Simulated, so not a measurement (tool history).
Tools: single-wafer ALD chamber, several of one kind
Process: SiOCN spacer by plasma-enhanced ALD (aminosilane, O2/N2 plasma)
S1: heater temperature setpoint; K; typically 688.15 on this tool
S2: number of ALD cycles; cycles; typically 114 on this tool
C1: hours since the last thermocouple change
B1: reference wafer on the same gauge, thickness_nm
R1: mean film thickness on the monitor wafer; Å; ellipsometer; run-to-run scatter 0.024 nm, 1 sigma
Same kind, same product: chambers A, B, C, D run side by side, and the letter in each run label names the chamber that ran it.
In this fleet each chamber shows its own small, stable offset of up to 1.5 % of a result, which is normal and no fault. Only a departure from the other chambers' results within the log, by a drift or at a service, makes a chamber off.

run 1B hour=5.6 | S1=688.15 S2=114 | C1=1219.5 | B1=6.0026 | R1=65.470
run 2A hour=11.0 | S1=688.15 S2=114 | C1=262.5 | B1=5.9928 | R1=65.354
run 3C hour=14.0 | S1=688.15 S2=114 | C1=1150.3 | B1=5.9985 | R1=64.740
run 4D hour=17.8 | S1=688.15 S2=114 | C1=1074.8 | B1=6.0007 | R1=66.436
run 5B hour=21.1 | S1=688.15 S2=114 | C1=1235.0 | B1=6.0050 | R1=66.120
run 6A hour=24.8 | S1=688.15 S2=114 | C1=276.3 | B1=6.0027 | R1=65.283
run 7C hour=30.0 | S1=688.15 S2=114 | C1=1166.3 | B1=6.0016 | R1=65.034
run 8D hour=33.0 | S1=688.15 S2=114 | C1=1090.0 | B1=6.0019 | R1=66.194
run 9C hour=36.6 | S1=688.15 S2=114 | C1=1172.9 | B1=6.0006 | R1=64.699
run 10D hour=39.6 | S1=688.15 S2=114 | C1=1096.6 | B1=6.0029 | R1=66.774
run 11B hour=42.4 | S1=688.15 S2=114 | C1=1256.3 | B1=5.9986 | R1=66.241
run 12A hour=45.6 | S1=688.15 S2=114 | C1=297.1 | B1=6.0013 | R1=65.547
run 13B hour=50.4 | S1=688.15 S2=114 | C1=1264.3 | B1=5.9930 | R1=66.187
run 14C hour=54.9 | S1=688.15 S2=114 | C1=1191.2 | B1=5.9998 | R1=65.086
run 15A hour=59.9 | S1=688.15 S2=114 | C1=311.4 | B1=5.9968 | R1=65.666
run 16D hour=64.2 | S1=678.15 S2=135 | C1=1121.2 | B1=6.0040 | R1=80.965
run 17B hour=67.3 | S1=678.15 S2=135 | C1=1281.2 | B1=6.0039 | R1=80.913
run 18A hour=73.1 | S1=678.15 S2=135 | C1=324.6 | B1=6.0007 | R1=79.278
run 19D hour=76.0 | S1=678.15 S2=135 | C1=1133.0 | B1=6.0026 | R1=81.254
run 20C hour=79.5 | S1=700.15 S2=114 | C1=1215.8 | B1=5.9965 | R1=62.108
run 21A hour=82.5 | S1=700.15 S2=114 | C1=334.0 | B1=6.0005 | R1=62.865
run 22B hour=85.5 | S1=700.15 S2=114 | C1=1299.4 | B1=6.0073 | R1=63.669
-- hour=86.8 chamber D: thermocouple changed; heater temperature recalibrated
run 23C hour=90.7 | S1=700.15 S2=114 | C1=1227.0 | B1=5.9991 | R1=62.069
run 24D hour=93.5 | S1=688.15 S2=114 | C1=6.7 | B1=5.9916 | R1=66.701

Next, all 4 chambers run the settings below, one line each with question marks for the results. What does each chamber give?
run 25A hour=97.8 | S1=701.15 S2=114 | R1=?
run 25B hour=97.8 | S1=701.15 S2=114 | R1=?
run 25C hour=97.8 | S1=701.15 S2=114 | R1=?
run 25D hour=97.8 | S1=701.15 S2=114 | R1=?

run=25A R1=62.795
run=25B R1=63.471
run=25C R1=61.595
run=25D R1=63.626

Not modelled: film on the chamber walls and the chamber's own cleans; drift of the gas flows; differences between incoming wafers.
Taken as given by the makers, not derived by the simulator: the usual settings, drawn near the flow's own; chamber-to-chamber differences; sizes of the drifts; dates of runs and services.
